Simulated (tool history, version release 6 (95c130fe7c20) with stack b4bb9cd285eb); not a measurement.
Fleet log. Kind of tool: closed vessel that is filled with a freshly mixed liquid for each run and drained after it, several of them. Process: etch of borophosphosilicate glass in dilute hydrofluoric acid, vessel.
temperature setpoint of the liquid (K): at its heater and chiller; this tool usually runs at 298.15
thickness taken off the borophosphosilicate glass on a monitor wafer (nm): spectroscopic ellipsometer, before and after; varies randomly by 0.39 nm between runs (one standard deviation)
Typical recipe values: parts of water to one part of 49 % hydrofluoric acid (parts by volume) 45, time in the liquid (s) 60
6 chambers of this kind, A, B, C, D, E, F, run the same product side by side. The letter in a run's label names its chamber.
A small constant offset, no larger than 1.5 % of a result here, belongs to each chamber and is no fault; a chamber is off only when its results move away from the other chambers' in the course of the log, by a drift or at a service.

run   hour  temperature setpoint of the liquid (K)  parts of water to one part of 49 % hydrofluoric acid (parts by volume)  time in the liquid (s)  hours since the thermometer was replaced  hours since the hydrofluoric acid flow meter was replaced  read-back film thickness of the borophosphosilicate glass reference wafer, read on the same gauge (nm)  thickness taken off the borophosphosilicate glass on a monitor wafer (nm)
 1E    7.2                                  298.15                                                                      45                      60                                    3305.6                                                        367                                                                                                  120.02                                                                     46.533
 2A   16.3                                  298.15                                                                      45                      60                                     809.5                                                      396.1                                                                                                  119.99                                                                      46.97
      16.7  -- chamber A: hydrofluoric acid flow meter replaced
 3F   21.5                                  298.15                                                                      45                      60                                     406.5                                                      171.9                                                                                                  119.99                                                                     45.989
 4B   27.7                                  298.15                                                                      45                      60                                    1871.6                                                     1443.1                                                                                                  120.03                                                                      45.25
 5C   37.4                                  298.15                                                                      45                      60                                     228.8                                                     1926.1                                                                                                  119.98                                                                     45.262
 6D   43.4                                  298.15                                                                      45                      60                                    1530.4                                                      276.1                                                                                                  119.98                                                                     45.013
 7D   50.8                                  298.15                                                                      45                      60                                    1537.8                                                      283.5                                                                                                  119.98                                                                     45.577
 8E   59.5                                  298.15                                                                      45                      60                                    3357.9                                                      419.3                                                                                                  119.98                                                                     45.823
 9C   66.6                                  298.15                                                                      60                      60                                       258                                                     1955.3                                                                                                  119.98                                                                     33.991
10A   71.4                                  298.15                                                                      60                      60                                     864.6                                                       54.7                                                                                                     120                                                                     32.896
11B   76.9                                  298.15                                                                      60                      60                                    1920.8                                                     1492.3                                                                                                     120                                                                     33.098
      81.3  -- chamber E: thermometer replaced
12F   83.5                                  298.15                                                                      60                      60                                     468.5                                                      233.9                                                                                                  120.01                                                                     33.299
13F   91.8                                  298.15                                                                      60                      60                                     476.8                                                      242.2                                                                                                  120.02                                                                     33.124
14B   99.8                                  298.15                                                                      60                      60                                    1943.7                                                     1515.2                                                                                                     120                                                                     33.589
15E    107                                  298.15                                                                      45                      60                                      25.7                                                      466.8                                                                                                  119.99                                                                     45.776
16A  111.8                                  296.65                                                                      55                      60                                       905                                                       95.1                                                                                                  119.99                                                                      34.32
17C  121.3                                  296.65                                                                      55                      60                                     312.7                                                       2010                                                                                                  119.99                                                                      34.72
18D  128.2                                  296.65                                                                      55                      60                                    1615.2                                                      360.9                                                                                                  119.99                                                                     34.268
19E  136.3                                  296.65                                                                      55                      60                                        55                                                      496.1                                                                                                  120.01                                                                     34.652
       138  -- chamber C: hydrofluoric acid flow meter replaced
20C  141.2                                  296.65                                                                      55                      60                                     332.6                                                        3.3                                                                                                  119.98                                                                     34.677
21D  148.4                                  296.65                                                                      55                      60                                    1635.4                                                      381.1                                                                                                     120                                                                     33.753
22F    155                                  298.15                                                                      45                      60                                       540                                                      305.4                                                                                                  119.99                                                                     44.766
23A  163.8                                  298.15                                                                      45                      60                                       957                                                      147.1                                                                                                  119.98                                                                     46.615
     167.8  -- chamber B: thermometer replaced
24B  172.2                                  298.15                                                                      45                      60                                       4.5                                                     1587.6                                                                                                  119.96                                                                      47.16
25E  179.7                                  298.15                                                                      45                      60                                      98.4                                                      539.5                                                                                                  119.98                                                                     45.541
26F  189.4                                  298.15                                                                      45                      60                                     574.4                                                      339.8                                                                                                     120                                                                     45.448
27A  194.9                                  298.15                                                                      45                      60                                     988.1                                                      178.2                                                                                                  119.99                                                                     46.157
     196.3  -- chamber D: thermometer replaced
28D  200.5                                  298.15                                                                      45                      60                                       4.3                                                      433.2                                                                                                  119.98                                                                     45.148
29B  207.1                                  298.15                                                                      45                      60                                      39.4                                                     1622.5                                                                                                  119.99                                                                     47.477
30C  213.8                                  298.15                                                                      45                      60                                     405.2                                                       75.9                                                                                                  120.01                                                                     45.043
31B    220                                  298.15                                                                      45                      60                                      52.3                                                     1635.4                                                                                                  120.02                                                                     47.185
32C  225.6                                  298.15                                                                      45                      60                                       417                                                       87.7                                                                                                  119.99                                                                     45.953
33A  231.3                                  298.15                                                                      45                      60                                    1024.5                                                      214.6                                                                                                  119.98                                                                     45.611
34F    239                                  298.15                                                                      45                      60                                       624                                                      389.4                                                                                                  119.99                                                                     45.943
35E  243.6                                  298.15                                                                      45                      60                                     162.3                                                      603.4                                                                                                     120                                                                     45.267
36D  248.8                                  298.15                                                                      45                      60                                      52.6                                                      481.5                                                                                                  119.99                                                                     45.497
37C  254.1                                  298.15                                                                      45                      60                                     445.5                                                      116.2                                                                                                  119.99                                                                     46.015
38D  260.5                                  302.15                                                                      45                      35                                      64.3                                                      493.2                                                                                                     120                                                                     31.389
39B  268.9                                  302.15                                                                      45                      35                                     101.2                                                     1684.3                                                                                                  120.01                                                                     32.969
40E  273.1                                  302.15                                                                      45                      35                                     191.8                                                      632.9                                                                                                     120                                                                     31.378
41A  279.2                                  302.15                                                                      45                      35                                    1072.4                                                      262.5                                                                                                  120.02                                                                     30.876
42F  286.7                                  302.15                                                                      45                      35                                     671.7                                                      437.1                                                                                                  120.02                                                                     31.253
43F  295.8                                  302.15                                                                      45                      35                                     680.8                                                      446.2                                                                                                  119.99                                                                     30.339
44B    304                                  298.15                                                                      45                      60                                     136.3                                                     1719.4                                                                                                  120.01                                                                     48.413

Has any chamber moved away from the others, gradually or after a service, or does the common gauge drift, or do the chambers differ only by their own small steady offsets? State the chamber and the most likely cause if one applies.

One chamber, B, drifts off from the rest bit by bit.
Most likely cause: hydrofluoric acid flow above the setpoint (%) = 6.46.

Chamber B could run next with any of the 4 candidate recipes listed below; each alters the usual settings, and their results appear as question marks. Which one brings its results back in line with what the other chambers deliver on the usual settings?
In line means no further than this from the other chambers' mean on the usual settings: thickness taken off the borophosphosilicate glass on a monitor wafer (nm) 1.4
45B-1  310.9                                  296.65                                                                      45                      60                                                                                                                                                                                                                                                                                       ?
45B-2  310.9                                  299.65                                                                      45                      60                                                                                                                                                                                                                                                                                       ?
45B-3  310.9                                  301.15                                                                      45                      60                                                                                                                                                                                                                                                                                       ?
45B-4  310.9                                  297.65                                                                      50                      60                                                                                                                                                                                                                                                                                       ?

On the usual settings, the other chambers give on average: thickness taken off the borophosphosilicate glass on a monitor wafer (nm) 45.596
  run  thickness taken off the borophosphosilicate glass on a monitor wafer (nm)
45B-1                                                                     45.598
45B-2                                                                     51.665
45B-3                                                                     54.935
45B-4                                                                     42.585
With 45B-1, the chamber falls back in line with the rest.

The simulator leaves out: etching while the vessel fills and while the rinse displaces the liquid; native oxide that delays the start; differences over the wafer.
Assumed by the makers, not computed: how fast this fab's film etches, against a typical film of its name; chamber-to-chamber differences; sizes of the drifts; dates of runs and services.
